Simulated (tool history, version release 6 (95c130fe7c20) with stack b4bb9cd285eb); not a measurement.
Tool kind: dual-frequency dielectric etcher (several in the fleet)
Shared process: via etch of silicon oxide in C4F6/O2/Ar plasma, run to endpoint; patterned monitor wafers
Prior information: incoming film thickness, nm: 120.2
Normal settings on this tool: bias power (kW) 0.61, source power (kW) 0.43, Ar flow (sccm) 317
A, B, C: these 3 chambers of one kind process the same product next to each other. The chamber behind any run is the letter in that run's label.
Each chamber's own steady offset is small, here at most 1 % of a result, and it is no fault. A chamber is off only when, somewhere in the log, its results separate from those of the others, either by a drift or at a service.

run,hour,bias power (kW),source power (kW),Ar flow (sccm),hours since the last wet clean,hours since the last bias power generator calibration,hours since the last source power generator calibration,hours since the last Ar flow controller change,endpoint time (s)
1B,8.2,0.61,0.43,317,382.2,736,523.1,2196.2,24.053
2C,16.8,0.61,0.43,317,242.8,2896.1,989.4,2324.6,24.035
3A,23.6,0.61,0.43,317,390.9,707.5,1149.9,1276,24.358
4B,36.6,0.61,0.43,317,410.6,764.4,551.5,2224.6,24.11
5C,49.6,0.61,0.43,317,275.6,2928.9,1022.2,2357.4,24.126
# hour 63.5: chamber A: wet clean of the chamber
6A,63.7,0.749,0.43,268,0.2,747.6,1190,1316.1,21.91
# hour 72.4: chamber C: bias power generator calibrated
7C,78.1,0.749,0.43,268,304.1,5.8,1050.7,2385.9,21.881
# hour 91.6: chamber B: wet clean of the chamber
8A,92.4,0.749,0.43,268,28.9,776.3,1218.7,1344.8,21.99
9B,103.4,0.61,0.43,317,11.8,831.2,618.3,2291.4,24.195
10A,117.2,0.61,0.43,317,53.7,801.1,1243.5,1369.6,24.162
11B,126.8,0.61,0.43,317,35.2,854.6,641.7,2314.8,24.063
12C,137.4,0.61,0.43,317,363.4,65.1,1110,2445.2,24.087
13B,144.8,0.61,0.43,317,53.2,872.6,659.7,2332.8,24.117
14C,159.2,0.61,0.43,317,385.2,86.9,1131.8,2467,23.991
15A,168.9,0.61,0.43,317,105.4,852.8,1295.2,1421.3,24.121
16C,180.7,0.61,0.43,317,406.7,108.4,1153.3,2488.5,24.258
17B,189.8,0.61,0.43,317,98.2,917.6,704.7,2377.8,24.049
18A,203.6,0.61,0.43,317,140.1,887.5,1329.9,1456,24.215
19B,215.6,0.61,0.43,317,124,943.4,730.5,2403.6,23.913
20A,225.1,0.736,0.43,246,161.6,909,1351.4,1477.5,21.955
21C,231.8,0.736,0.43,246,457.8,159.5,1204.4,2539.6,21.579
22B,240.8,0.736,0.43,246,149.2,968.6,755.7,2428.8,21.864
23C,251.2,0.61,0.43,317,477.2,178.9,1223.8,2559,24.19
24A,258.8,0.61,0.43,317,195.3,942.7,1385.1,1511.2,23.851
25A,268.3,0.61,0.43,362,204.8,952.2,1394.6,1520.7,24.613

What goes on in this fleet: one chamber off, a drifting gauge, or nothing beyond the chambers' own small offsets? Name the chamber and the cause, if any.

Neither any chamber nor the gauge drifts; the chambers differ only by their own small, steady offsets.

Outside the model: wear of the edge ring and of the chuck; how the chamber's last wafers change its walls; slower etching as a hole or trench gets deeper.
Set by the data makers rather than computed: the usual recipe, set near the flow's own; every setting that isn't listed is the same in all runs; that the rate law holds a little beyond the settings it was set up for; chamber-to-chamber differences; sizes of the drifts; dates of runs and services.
